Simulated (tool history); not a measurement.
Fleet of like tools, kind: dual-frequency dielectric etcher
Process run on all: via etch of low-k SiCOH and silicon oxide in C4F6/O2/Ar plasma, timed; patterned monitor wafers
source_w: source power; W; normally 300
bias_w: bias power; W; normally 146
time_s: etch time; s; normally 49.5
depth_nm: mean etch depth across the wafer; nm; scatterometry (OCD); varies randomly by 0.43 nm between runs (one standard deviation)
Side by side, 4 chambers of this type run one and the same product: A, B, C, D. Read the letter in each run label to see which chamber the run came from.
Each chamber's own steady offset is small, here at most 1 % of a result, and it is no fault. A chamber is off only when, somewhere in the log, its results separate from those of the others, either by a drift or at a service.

| run | hour | source_w | bias_w | time_s | hours since the last wet clean | hours since the last source power generator calibration | hours since the last bias power generator calibration | read-back reference wafer on the same gauge, depth_nm | depth_nm |
|---|---|---|---|---|---|---|---|---|---|
| 1B | 2.8 | 300 | 146 | 49.5 | 111.1 | 2133.5 | 3338.1 | 104.01 | 108.36 |
| 2C | 5.4 | 300 | 146 | 49.5 | 143.3 | 1283.6 | 3103.3 | 104.03 | 108.59 |
| 3D | 9.3 | 300 | 146 | 49.5 | 13.3 | 237.6 | 2683 | 103.93 | 108.9 |
| 4A | 12.3 | 300 | 146 | 49.5 | 334.2 | 1448.9 | 940.8 | 103.95 | 108.7 |
| 5C | 15.2 | 330 | 146 | 44.5 | 153.1 | 1293.4 | 3113.1 | 104.03 | 100.82 |
| 6B | 19 | 330 | 146 | 44.5 | 127.3 | 2149.7 | 3354.3 | 104.02 | 100.76 |
| 7D | 22.4 | 330 | 146 | 44.5 | 26.4 | 250.7 | 2696.1 | 103.97 | 101.62 |
| 8A | 26.5 | 330 | 146 | 44.5 | 348.4 | 1463.1 | 955 | 103.97 | 101.07 |
| 9C | 31 | 300 | 146 | 55.5 | 168.9 | 1309.2 | 3128.9 | 104 | 120.87 |
| 10B | 34.6 | 300 | 146 | 55.5 | 142.9 | 2165.3 | 3369.9 | 103.95 | 121.27 |
| 11D | 39.2 | 300 | 146 | 55.5 | 43.2 | 267.5 | 2712.9 | 103.96 | 121.79 |
| 12A | 42.6 | 300 | 146 | 55.5 | 364.5 | 1479.2 | 971.1 | 104.03 | 120.97 |
| 13C | 44.9 | 300 | 146 | 49.5 | 182.8 | 1323.1 | 3142.8 | 104.03 | 107.58 |
| 14A | 47.9 | 300 | 146 | 49.5 | 369.8 | 1484.5 | 976.4 | 103.98 | 107.47 |
| 15B | 50.3 | 300 | 146 | 49.5 | 158.6 | 2181 | 3385.6 | 104.11 | 108.57 |
| 16D | 54.5 | 300 | 146 | 49.5 | 58.5 | 282.8 | 2728.2 | 104.01 | 107.56 |
| 17C | 58.8 | 300 | 146 | 49.5 | 196.7 | 1337 | 3156.7 | 103.92 | 108.03 |
| 18D | 62.4 | 360 | 157 | 49.5 | 66.4 | 290.7 | 2736.1 | 104.03 | 119.33 |
| 19B | 66.1 | 360 | 157 | 49.5 | 174.4 | 2196.8 | 3401.4 | 104 | 118.81 |
| 20A | 70 | 360 | 157 | 49.5 | 391.9 | 1506.6 | 998.5 | 103.97 | 118.13 |
| 21C | 73.1 | 360 | 157 | 49.5 | 211 | 1351.3 | 3171 | 103.91 | 118.32 |
| 22B | 77.5 | 270 | 146 | 60.5 | 185.8 | 2208.2 | 3412.8 | 103.99 | 126.08 |
| 23D | 81.5 | 270 | 146 | 60.5 | 85.5 | 309.8 | 2755.2 | 103.97 | 127.77 |
| 24A | 84.8 | 270 | 146 | 60.5 | 406.7 | 1521.4 | 1013.3 | 103.94 | 127.18 |
| 25B | 88 | 270 | 146 | 60.5 | 196.3 | 2218.7 | 3423.3 | 104.04 | 127.58 |

For the next run the whole fleet of 4 chambers uses the same settings. Give each chamber's results:
| 26A | 91.3 | 300 | 146 | 49.5 |  |  |  |  | ? |
| 26B | 91.3 | 300 | 146 | 49.5 |  |  |  |  | ? |
| 26C | 91.3 | 300 | 146 | 49.5 |  |  |  |  | ? |
| 26D | 91.3 | 300 | 146 | 49.5 |  |  |  |  | ? |

| run | depth_nm |
|---|---|
| 26A | 108.6 |
| 26B | 107.99 |
| 26C | 108.88 |
| 26D | 108.13 |

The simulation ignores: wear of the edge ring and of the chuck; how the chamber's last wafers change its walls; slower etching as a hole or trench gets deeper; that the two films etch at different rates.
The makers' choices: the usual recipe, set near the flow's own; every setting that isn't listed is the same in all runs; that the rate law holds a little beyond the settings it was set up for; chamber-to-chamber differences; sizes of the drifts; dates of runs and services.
